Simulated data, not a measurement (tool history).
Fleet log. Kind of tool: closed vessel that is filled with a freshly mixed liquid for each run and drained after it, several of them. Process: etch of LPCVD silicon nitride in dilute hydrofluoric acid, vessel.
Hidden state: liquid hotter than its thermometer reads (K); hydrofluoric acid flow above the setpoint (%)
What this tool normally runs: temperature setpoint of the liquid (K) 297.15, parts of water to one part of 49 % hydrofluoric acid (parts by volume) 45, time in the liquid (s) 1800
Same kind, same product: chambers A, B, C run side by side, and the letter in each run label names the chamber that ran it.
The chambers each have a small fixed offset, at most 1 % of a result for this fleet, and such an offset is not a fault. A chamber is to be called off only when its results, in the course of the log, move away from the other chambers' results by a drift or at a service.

run	hour	temperature setpoint of the liquid (K)	parts of water to one part of 49 % hydrofluoric acid (parts by volume)	time in the liquid (s)	hours since the thermometer was replaced	hours since the hydrofluoric acid flow meter was replaced	read-back film thickness of the LPCVD silicon nitride reference wafer, read on the same gauge (nm)	thickness taken off the LPCVD silicon nitride on a monitor wafer (angstrom)
1A	5.4	297.15	45	1800	1136.5	923.3	109.98	209.48
2C	9.1	297.15	45	1800	133.6	881.4	109.98	210.84
3B	13.1	297.15	45	1800	147.7	1681.1	109.99	211.02
4A	17.4	297.15	45	1800	1148.5	935.3	109.99	211.93
5B	23.3	297.15	45	1800	157.9	1691.3	109.99	210.92
6C	27.2	297.15	45	1800	151.7	899.5	109.99	211.73
7B	33.0	297.15	45	1800	167.6	1701.0	109.98	209.73
8C	39.0	297.15	45	1800	163.5	911.3	110.00	211.66
9A	43.8	297.15	45	1800	1174.9	961.7	109.99	213.00
10A	49.0	297.15	45	1800	1180.1	966.9	110.00	213.10
11B	54.1	300.15	30	1800	188.7	1722.1	110.00	384.25
12C	57.0	300.15	30	1800	181.5	929.3	109.96	380.47
13A	60.1	300.15	30	1800	1191.2	978.0	109.99	388.22
14B	63.9	297.15	45	1800	198.5	1731.9	110.01	210.24
15C	68.8	294.15	35	1800	193.3	941.1	110.00	219.33
16B	74.8	294.15	35	1800	209.4	1742.8	110.00	215.92
17A	79.5	294.15	35	1800	1210.6	997.4	109.99	222.29
18C	83.3	297.15	45	1800	207.8	955.6	110.00	212.13
19C	87.9	297.15	45	1800	212.4	960.2	110.00	211.73
20B	91.8	294.65	50	1800	226.4	1759.8	110.00	160.74
21A	98.0	294.65	50	1800	1229.1	1015.9	109.99	163.77
22B	103.2	294.65	50	1800	237.8	1771.2	110.02	159.32
23C	106.3	297.15	45	1800	230.8	978.6	110.00	211.34
24A	111.6	297.15	45	1800	1242.7	1029.5	110.01	218.01
25A	115.5	297.15	45	1800	1246.6	1033.4	110.01	218.75
26C	118.3	297.15	55	2670	242.8	990.6	110.02	257.46
27B	123.0	297.15	55	2670	257.6	1791.0	110.00	254.79

Each of the 3 chambers runs these same settings next. Fill in every chamber's results:
28A	127.4	301.15	45	1800				?
28B	127.4	301.15	45	1800				?
28C	127.4	301.15	45	1800				?

run	thickness taken off the LPCVD silicon nitride on a monitor wafer (angstrom)
28A	286.26
28B	275.08
28C	274.58
